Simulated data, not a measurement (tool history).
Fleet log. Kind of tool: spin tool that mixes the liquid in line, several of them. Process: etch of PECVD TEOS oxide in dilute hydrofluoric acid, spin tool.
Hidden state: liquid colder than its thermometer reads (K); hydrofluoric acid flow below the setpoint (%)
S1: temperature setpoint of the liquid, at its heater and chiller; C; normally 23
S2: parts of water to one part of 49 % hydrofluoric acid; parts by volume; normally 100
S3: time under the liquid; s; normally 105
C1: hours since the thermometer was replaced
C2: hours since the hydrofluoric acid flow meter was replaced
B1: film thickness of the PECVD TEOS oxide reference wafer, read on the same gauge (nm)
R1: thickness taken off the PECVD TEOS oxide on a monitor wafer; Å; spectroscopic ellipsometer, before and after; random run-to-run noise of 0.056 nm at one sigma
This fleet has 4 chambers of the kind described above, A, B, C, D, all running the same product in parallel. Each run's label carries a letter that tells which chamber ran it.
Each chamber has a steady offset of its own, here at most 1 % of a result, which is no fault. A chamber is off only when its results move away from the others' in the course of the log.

| run | hour | S1 | S2 | S3 | C1 | C2 | B1 | R1 |
|---|---|---|---|---|---|---|---|---|
| 1D | 5.4 | 23 | 100 | 105 | 287.8 | 653.4 | 60.005 | 86.428 |
| 2C | 11.8 | 23 | 100 | 105 | 359.7 | 1335.8 | 60.009 | 85.827 |
| 3B | 21.1 | 23 | 100 | 105 | 375.6 | 189.3 | 59.981 | 85.713 |
| 4A | 25.4 | 23 | 100 | 105 | 1110.5 | 260.8 | 59.98 | 85.619 |
| 5A | 31.5 | 23 | 100 | 105 | 1116.6 | 266.9 | 60.033 | 87.464 |
| 6C | 36.2 | 23 | 100 | 105 | 384.1 | 1360.2 | 60.001 | 86.217 |
| 7D | 41.5 | 23 | 100 | 105 | 323.9 | 689.5 | 59.975 | 86.827 |
| 8B | 45.9 | 23 | 100 | 105 | 400.4 | 214.1 | 59.99 | 85.372 |
| 9C | 52.5 | 23 | 100 | 105 | 400.4 | 1376.5 | 59.993 | 86.246 |
| 10B | 60.2 | 23 | 100 | 105 | 414.7 | 228.4 | 60.005 | 86.061 |
| 11D | 68.4 | 23 | 100 | 105 | 350.8 | 716.4 | 60.026 | 85.83 |
| 12A | 73 | 23 | 100 | 105 | 1158.1 | 308.4 | 59.989 | 86.116 |
| 13D | 79 | 23 | 100 | 105 | 361.4 | 727 | 60.025 | 85.574 |
| 14B | 87.7 | 23 | 100 | 105 | 442.2 | 255.9 | 59.991 | 87.601 |
| 15A | 92.8 | 24.5 | 100 | 135 | 1177.9 | 328.2 | 59.988 | 118.42 |
| 16C | 100.3 | 24.5 | 100 | 135 | 448.2 | 1424.3 | 60.011 | 116.13 |
| 17C | 109.4 | 24.5 | 100 | 135 | 457.3 | 1433.4 | 59.995 | 116.23 |
| 18B | 117.2 | 24.5 | 100 | 135 | 471.7 | 285.4 | 60.005 | 118.27 |
| 19A | 122.2 | 23 | 100 | 105 | 1207.3 | 357.6 | 60.005 | 85.425 |
| 20D | 128.4 | 23 | 100 | 105 | 410.8 | 776.4 | 59.993 | 86.307 |
| 21D | 134.3 | 25.5 | 75 | 105 | 416.7 | 782.3 | 59.99 | 129.96 |
| 22B | 141.8 | 25.5 | 75 | 105 | 496.3 | 310 | 59.97 | 130.88 |
| 23C | 151 | 25.5 | 75 | 105 | 498.9 | 1475 | 59.978 | 133.07 |
| 24A | 158.1 | 25.5 | 75 | 105 | 1243.2 | 393.5 | 60.009 | 127.57 |
| 25A | 162.3 | 23 | 100 | 105 | 1247.4 | 397.7 | 60.003 | 83 |
| 26C | 170.2 | 23 | 100 | 105 | 518.1 | 1494.2 | 60.008 | 85.711 |
| 27B | 176.2 | 23 | 100 | 105 | 530.7 | 344.4 | 60.005 | 86.489 |
| 28D | 184.2 | 23 | 100 | 105 | 466.6 | 832.2 | 60.009 | 86.077 |
| 29A | 189.6 | 23 | 100 | 105 | 1274.7 | 425 | 60.014 | 82.059 |
| 30C | 196.8 | 23 | 100 | 105 | 544.7 | 1520.8 | 60.001 | 85.768 |
| 31B | 204.6 | 19.5 | 85 | 105 | 559.1 | 372.8 | 60.005 | 89.737 |
| 32D | 209.9 | 19.5 | 85 | 105 | 492.3 | 857.9 | 60.019 | 89.306 |
| 33A | 215 | 19.5 | 85 | 105 | 1300.1 | 450.4 | 60 | 84.334 |
| 34B | 222.9 | 19.5 | 85 | 105 | 577.4 | 391.1 | 59.997 | 89.773 |
| 35C | 231 | 23 | 100 | 155 | 578.9 | 1555 | 59.996 | 126.73 |
| 36D | 237 | 23 | 100 | 155 | 519.4 | 885 | 59.991 | 128.7 |
| 37B | 244.2 | 23 | 100 | 155 | 598.7 | 412.4 | 59.984 | 127.37 |

Is one chamber off against the others, does the gauge drift, or is nothing wrong? If a chamber is off, say which, and what the likeliest cause is.

Little by little, chamber A moves away from the other chambers.
Likeliest cause: liquid colder than its thermometer reads (K) = 2.09.
The log may not tell that from: hydrofluoric acid flow below the setpoint (%).

Here are 4 candidates for chamber A's next run, each the usual settings with a change, their results left as question marks. Which one brings its results back in line with what the others give on the usual settings?
Allowed miss from the other chambers' usual-settings mean, per result, to count as in line: R1 2 Å
| 38A-1 | 250.9 | 22.5 | 100 | 105 |  |  |  | ? |
| 38A-2 | 250.9 | 23.5 | 100 | 105 |  |  |  | ? |
| 38A-3 | 250.9 | 21 | 100 | 105 |  |  |  | ? |
| 38A-4 | 250.9 | 25 | 100 | 105 |  |  |  | ? |

Average result of the remaining chambers running the usual settings: R1 86.208 Å
| run | R1 |
|---|---|
| 38A-1 | 77.903 |
| 38A-2 | 81.175 |
| 38A-3 | 73.173 |
| 38A-4 | 86.335 |
38A-4 puts the chamber back in line with the other chambers.
